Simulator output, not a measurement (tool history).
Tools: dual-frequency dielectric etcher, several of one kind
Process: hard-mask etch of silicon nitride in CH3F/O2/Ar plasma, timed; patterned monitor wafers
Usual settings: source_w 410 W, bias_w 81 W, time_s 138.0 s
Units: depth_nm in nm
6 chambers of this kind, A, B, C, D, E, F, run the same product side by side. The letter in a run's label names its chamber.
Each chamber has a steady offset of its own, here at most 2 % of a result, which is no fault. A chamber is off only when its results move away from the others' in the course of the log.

run	hour	source_w	bias_w	time_s	hours since the last wet clean	hours since the last source power generator calibration	hours since the last bias power generator calibration	read-back reference wafer on the same gauge, depth_nm	depth_nm
1F	5.4	410	81	138.0	406.0	1683.3	380.0	83.920	99.487
2E	12.7	410	81	138.0	308.2	1759.4	1781.3	83.929	100.800
3B	18.2	410	81	138.0	287.0	745.7	764.3	84.063	101.130
4D	24.5	410	81	138.0	106.3	806.2	900.9	83.933	100.810
# hour 24.8: chamber E: wet clean of the chamber
5C	31.0	410	81	138.0	264.8	763.6	1135.6	84.001	101.180
6A	35.3	480	81	138.0	233.6	641.5	1766.9	83.943	108.930
7B	42.0	480	81	138.0	310.8	769.5	788.1	84.052	109.200
8A	48.9	480	81	138.0	247.2	655.1	1780.5	84.057	107.660
9F	52.5	480	81	138.0	453.1	1730.4	427.1	83.920	105.690
10C	56.6	480	81	138.0	290.4	789.2	1161.2	83.975	107.280
11E	60.8	480	81	138.0	36.0	1807.5	1829.4	84.017	106.480
# hour 65.8: chamber F: wet clean of the chamber
12D	67.8	410	81	138.0	149.6	849.5	944.2	83.976	101.220
13E	76.0	410	81	112.0	51.2	1822.7	1844.6	83.995	81.848
14A	80.3	410	81	112.0	278.6	686.5	1811.9	84.098	82.226
15C	84.5	410	81	112.0	318.3	817.1	1189.1	83.925	82.312
16B	88.8	410	81	112.0	357.6	816.3	834.9	84.018	82.300
17F	93.9	410	81	112.0	28.2	1771.8	468.5	83.959	80.935
18D	98.5	410	81	112.0	180.3	880.2	974.9	84.073	81.820
19F	102.4	410	81	138.0	36.7	1780.3	477.0	83.952	100.370
20B	107.9	410	81	138.0	376.7	835.4	854.0	84.009	101.070
21E	114.9	410	81	138.0	90.1	1861.6	1883.5	83.955	99.921
22A	119.2	340	81	123.5	317.5	725.4	1850.8	84.120	83.668
23D	125.6	340	81	123.5	207.4	907.3	1002.0	84.116	84.275
24C	129.5	340	81	123.5	363.3	862.1	1234.1	84.019	83.632
25B	136.4	340	81	123.5	405.2	863.9	882.5	84.128	84.482
26F	143.3	340	81	123.5	77.6	1821.2	517.9	83.931	83.517
# hour 147.0: chamber B: wet clean of the chamber
27E	147.3	340	81	123.5	122.5	1894.0	1915.9	84.027	83.910
28A	151.8	410	81	138.0	350.1	758.0	1883.4	83.889	100.960
29C	159.0	410	81	138.0	392.8	891.6	1263.6	83.953	101.120
30D	165.7	410	81	138.0	247.5	947.4	1042.1	84.083	101.290
31C	170.9	410	93	116.0	404.7	903.5	1275.5	83.980	89.362
32D	178.3	410	93	116.0	260.1	960.0	1054.7	83.955	88.722
33F	183.1	410	93	116.0	117.4	1861.0	557.7	84.045	87.930
34A	188.9	410	93	116.0	387.2	795.1	1920.5	83.975	88.363
35B	195.8	410	93	116.0	48.8	923.3	941.9	84.036	85.781
36E	201.0	410	93	116.0	176.2	1947.7	1969.6	83.963	89.342
37B	206.4	410	81	138.0	59.4	933.9	952.5	84.071	96.969
38A	213.8	410	81	138.0	412.1	820.0	1945.4	84.082	100.860
39C	219.0	410	81	138.0	452.8	951.6	1323.6	84.007	101.250
40E	226.9	410	89	138.0	202.1	1973.6	1995.5	83.959	104.290
41D	231.8	410	89	138.0	313.6	1013.5	1108.2	84.068	104.280

Next, every chamber runs the same settings. What will each give?
42A	237.7	410	81	138.0					?
42B	237.7	410	81	138.0					?
42C	237.7	410	81	138.0					?
42D	237.7	410	81	138.0					?
42E	237.7	410	81	138.0					?
42F	237.7	410	81	138.0					?

run	depth_nm
42A	101.120
42B	96.704
42C	100.990
42D	101.050
42E	101.490
42F	99.220
